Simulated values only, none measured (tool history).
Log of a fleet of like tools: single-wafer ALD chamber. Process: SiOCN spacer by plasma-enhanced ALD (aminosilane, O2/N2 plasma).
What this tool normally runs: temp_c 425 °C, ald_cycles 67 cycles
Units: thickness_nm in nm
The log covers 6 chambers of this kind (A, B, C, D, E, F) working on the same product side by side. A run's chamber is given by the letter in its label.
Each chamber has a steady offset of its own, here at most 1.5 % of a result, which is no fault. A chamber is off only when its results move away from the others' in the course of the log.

run   hour  temp_c  ald_cycles  hours since the last thermocouple change  read-back reference wafer on the same gauge, thickness_nm  thickness_nm
 1F    6.6     425          67                                     972.6                                                     3.2296        3.7149
 2D   12.5     425          67                                     592.3                                                     3.2279        3.7271
 3B   18.7     425          67                                    1112.5                                                     3.2308        3.7041
 4A     24     425          67                                    1502.1                                                     3.2283        3.7193
 5E   35.1     425          67                                     892.9                                                     3.2292        3.7419
 6C   42.4     425          76                                     900.3                                                       3.23        4.2635
 7B   48.5     425          76                                    1142.3                                                     3.2298        4.1889
 8C   57.8     425          76                                     915.7                                                     3.2291        4.2878
 9F   63.8     425          76                                    1029.8                                                     3.2283        4.1771
      66.9  -- chamber B: thermocouple changed; heater temperature recalibrated
10D   70.6     425          76                                     650.4                                                     3.2311        4.2301
11A   78.2     425          76                                    1556.3                                                     3.2299        4.2323
12E   89.5     412          73                                     947.3                                                     3.2277        4.2557
13F     97     412          73                                      1063                                                      3.229        4.2076
14D  107.7     412          73                                     687.5                                                     3.2325         4.245
15E  115.6     412          73                                     973.4                                                      3.231        4.2883
16A  126.3     412          73                                    1604.4                                                     3.2273        4.2566
17C  131.5     412          73                                     989.4                                                     3.2301        4.3117
18B  140.6     425          67                                      73.7                                                      3.233        3.7385
19C    150     425          67                                    1007.9                                                     3.2297        3.7785
20F  159.5     412          67                                    1125.5                                                     3.2328        3.8873
21E  165.9     412          67                                    1023.7                                                     3.2269        3.8979
22A  171.8     412          67                                    1649.9                                                      3.232        3.8882
23B  182.6     412          67                                     115.7                                                     3.2262        3.8796
24D  189.7     412          67                                     769.5                                                     3.2285        3.8881
25B  201.5     412          67                                     134.6                                                     3.2337        3.8726
26A    208     425          67                                    1686.1                                                     3.2336        3.7398
27F  215.2     425          67                                    1181.2                                                       3.23        3.7289
28C  220.7     425          67                                    1078.6                                                     3.2297        3.7894
29E  230.1     425          67                                    1087.9                                                     3.2289        3.7323
30D  236.8     425          67                                     816.6                                                     3.2285        3.7383
31F    247     425          67                                      1213                                                     3.2302        3.7124
32A  257.9     425          67                                      1736                                                     3.2328        3.7184
33E  265.4     425          67                                    1123.2                                                     3.2293        3.7431
34D  276.1     425          67                                     855.9                                                     3.2331         3.744
35C  284.3     425          67                                    1142.2                                                     3.2322        3.8028
36B  290.8     425          67                                     223.9                                                     3.2313        3.7335
37C    296     433          72                                    1153.9                                                     3.2266        3.9649
38B  305.7     433          72                                     238.8                                                     3.2289        3.9068
39D  313.7     433          72                                     893.5                                                     3.2277        3.9126
40E  321.4     433          72                                    1179.2                                                     3.2284        3.9269
41F  330.2     433          72                                    1296.2                                                      3.229        3.8794
42A  337.6     433          72                                    1815.7                                                     3.2274        3.9234

Next, every chamber runs the same settings. What will each give?
43A   346     425          59                                                                                                                  ?
43B   346     425          59                                                                                                                  ?
43C   346     425          59                                                                                                                  ?
43D   346     425          59                                                                                                                  ?
43E   346     425          59                                                                                                                  ?
43F   346     425          59                                                                                                                  ?

run  thickness_nm
43A        3.2543
43B        3.2825
43C        3.3325
43D        3.3163
43E        3.2989
43F        3.3124
